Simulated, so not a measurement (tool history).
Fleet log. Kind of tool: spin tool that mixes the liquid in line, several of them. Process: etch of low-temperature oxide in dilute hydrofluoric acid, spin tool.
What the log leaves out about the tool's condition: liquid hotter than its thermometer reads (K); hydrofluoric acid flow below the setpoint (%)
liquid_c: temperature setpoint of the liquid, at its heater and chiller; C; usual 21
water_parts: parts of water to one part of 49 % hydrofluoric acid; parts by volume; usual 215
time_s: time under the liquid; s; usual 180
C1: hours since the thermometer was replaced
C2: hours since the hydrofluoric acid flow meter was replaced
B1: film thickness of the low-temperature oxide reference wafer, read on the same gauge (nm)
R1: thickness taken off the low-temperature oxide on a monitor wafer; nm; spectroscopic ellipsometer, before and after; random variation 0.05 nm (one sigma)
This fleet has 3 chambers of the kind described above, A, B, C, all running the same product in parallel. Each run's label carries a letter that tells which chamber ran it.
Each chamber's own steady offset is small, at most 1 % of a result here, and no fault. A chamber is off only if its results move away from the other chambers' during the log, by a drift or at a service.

run 1A hour=6.7 | liquid_c=21 water_parts=215 time_s=180 | C1=668 C2=1554.3 | B1=110 | R1=11.465
run 2C hour=18.2 | liquid_c=21 water_parts=215 time_s=180 | C1=1288.9 C2=836.6 | B1=109.99 | R1=11.493
run 3B hour=25.6 | liquid_c=21 water_parts=215 time_s=180 | C1=1071.1 C2=144.8 | B1=110 | R1=11.452
run 4C hour=32.3 | liquid_c=21 water_parts=215 time_s=180 | C1=1303 C2=850.7 | B1=109.99 | R1=11.466
run 5B hour=39.9 | liquid_c=21 water_parts=215 time_s=180 | C1=1085.4 C2=159.1 | B1=110 | R1=11.458
run 6A hour=47.4 | liquid_c=21 water_parts=215 time_s=180 | C1=708.7 C2=1595 | B1=110 | R1=11.433
run 7A hour=56 | liquid_c=21 water_parts=215 time_s=180 | C1=717.3 C2=1603.6 | B1=110 | R1=11.485
run 8B hour=66.1 | liquid_c=21 water_parts=215 time_s=180 | C1=1111.6 C2=185.3 | B1=110 | R1=11.394
run 9C hour=71.9 | liquid_c=21 water_parts=215 time_s=180 | C1=1342.6 C2=890.3 | B1=110.03 | R1=11.403
run 10B hour=78 | liquid_c=21 water_parts=215 time_s=180 | C1=1123.5 C2=197.2 | B1=110 | R1=11.379
run 11A hour=83.9 | liquid_c=21 water_parts=215 time_s=180 | C1=745.2 C2=1631.5 | B1=110.02 | R1=11.559
run 12C hour=91 | liquid_c=21 water_parts=215 time_s=180 | C1=1361.7 C2=909.4 | B1=109.99 | R1=11.456
run 13A hour=101.2 | liquid_c=21 water_parts=215 time_s=180 | C1=762.5 C2=1648.8 | B1=110.02 | R1=11.528
run 14C hour=107.8 | liquid_c=19 water_parts=180 time_s=180 | C1=1378.5 C2=926.2 | B1=110.01 | R1=13.121
run 15B hour=118.2 | liquid_c=19 water_parts=180 time_s=180 | C1=1163.7 C2=237.4 | B1=110 | R1=13.237
run 16C hour=128.5 | liquid_c=19 water_parts=180 time_s=180 | C1=1399.2 C2=946.9 | B1=110 | R1=13.113
run 17B hour=134.2 | liquid_c=21 water_parts=215 time_s=180 | C1=1179.7 C2=253.4 | B1=109.96 | R1=11.47
run 18A hour=142.2 | liquid_c=21 water_parts=215 time_s=180 | C1=803.5 C2=1689.8 | B1=110.02 | R1=11.68
run 19B hour=148.6 | liquid_c=21 water_parts=215 time_s=180 | C1=1194.1 C2=267.8 | B1=110.02 | R1=11.489
run 20A hour=156.6 | liquid_c=21 water_parts=215 time_s=75 | C1=817.9 C2=1704.2 | B1=110.02 | R1=4.8317
run 21C hour=167 | liquid_c=21 water_parts=215 time_s=75 | C1=1437.7 C2=985.4 | B1=110.01 | R1=4.7539
-- hour=173.8 chamber A: hydrofluoric acid flow meter replaced
run 22A hour=175.5 | liquid_c=21 water_parts=215 time_s=75 | C1=836.8 C2=1.8 | B1=109.97 | R1=4.8965
run 23B hour=184 | liquid_c=21 water_parts=250 time_s=125 | C1=1229.5 C2=303.2 | B1=109.98 | R1=6.5614
run 24C hour=191.8 | liquid_c=21 water_parts=250 time_s=125 | C1=1462.5 C2=1010.2 | B1=110 | R1=6.6468
run 25B hour=201 | liquid_c=21 water_parts=250 time_s=125 | C1=1246.5 C2=320.2 | B1=109.99 | R1=6.5837
run 26A hour=211.5 | liquid_c=21 water_parts=215 time_s=180 | C1=872.8 C2=37.8 | B1=109.98 | R1=11.799
run 27C hour=217.9 | liquid_c=21 water_parts=215 time_s=180 | C1=1488.6 C2=1036.3 | B1=109.97 | R1=11.499
run 28A hour=224.7 | liquid_c=21 water_parts=215 time_s=180 | C1=886 C2=51 | B1=110.01 | R1=11.806
run 29B hour=234 | liquid_c=22.5 water_parts=215 time_s=180 | C1=1279.5 C2=353.2 | B1=110 | R1=12.145
run 30C hour=240.8 | liquid_c=22.5 water_parts=215 time_s=180 | C1=1511.5 C2=1059.2 | B1=110.03 | R1=12.193
run 31A hour=250.9 | liquid_c=22.5 water_parts=215 time_s=180 | C1=912.2 C2=77.2 | B1=110 | R1=12.579
run 32C hour=260.1 | liquid_c=21 water_parts=215 time_s=180 | C1=1530.8 C2=1078.5 | B1=110.02 | R1=11.457
run 33B hour=266.1 | liquid_c=21 water_parts=215 time_s=180 | C1=1311.6 C2=385.3 | B1=110 | R1=11.394
run 34B hour=277.3 | liquid_c=21 water_parts=215 time_s=180 | C1=1322.8 C2=396.5 | B1=110 | R1=11.553
run 35A hour=288.7 | liquid_c=25.5 water_parts=260 time_s=180 | C1=950 C2=115 | B1=110.01 | R1=11.076
run 36C hour=298.5 | liquid_c=25.5 water_parts=260 time_s=180 | C1=1569.2 C2=1116.9 | B1=110 | R1=10.73
run 37A hour=307.3 | liquid_c=25.5 water_parts=260 time_s=180 | C1=968.6 C2=133.6 | B1=109.99 | R1=11.139
run 38C hour=317.4 | liquid_c=21 water_parts=215 time_s=180 | C1=1588.1 C2=1135.8 | B1=109.97 | R1=11.545
run 39B hour=326.7 | liquid_c=21 water_parts=215 time_s=180 | C1=1372.2 C2=445.9 | B1=110.01 | R1=11.484
run 40B hour=338.2 | liquid_c=21 water_parts=215 time_s=180 | C1=1383.7 C2=457.4 | B1=109.98 | R1=11.401
run 41A hour=348.5 | liquid_c=21 water_parts=215 time_s=180 | C1=1009.8 C2=174.8 | B1=110.02 | R1=12.012
run 42C hour=359.5 | liquid_c=21 water_parts=215 time_s=180 | C1=1630.2 C2=1177.9 | B1=110.01 | R1=11.465
run 43C hour=369 | liquid_c=21 water_parts=215 time_s=180 | C1=1639.7 C2=1187.4 | B1=109.99 | R1=11.375
run 44B hour=376.8 | liquid_c=21 water_parts=215 time_s=180 | C1=1422.3 C2=496 | B1=110.01 | R1=11.475

What goes on in this fleet: one chamber off, a drifting gauge, or nothing beyond the chambers' own small offsets? Name the chamber and the cause, if any.

One chamber, A, drifts off from the rest bit by bit.
What lies behind it: liquid hotter than its thermometer reads (K) = 1.48.

Which of the 4 candidates below, each the usual settings with something changed and its results left as question marks, puts chamber A back in line with what the other chambers give on the usual settings?
To be in line, a result may differ from the other chambers' mean on the usual settings by at most: R1 0.18 nm
run 45A-1 hour=385.4 | liquid_c=21 water_parts=220 time_s=180 | R1=?
run 45A-2 hour=385.4 | liquid_c=21 water_parts=205 time_s=180 | R1=?
run 45A-3 hour=385.4 | liquid_c=21 water_parts=215 time_s=185 | R1=?
run 45A-4 hour=385.4 | liquid_c=21 water_parts=220 time_s=175 | R1=?

The other chambers' mean on the usual settings: R1 11.473 nm
run=45A-1 R1=11.757
run=45A-2 R1=12.796
run=45A-3 R1=12.422
run=45A-4 R1=11.43
Change 45A-4 lands the chamber within the allowed miss of the other chambers.
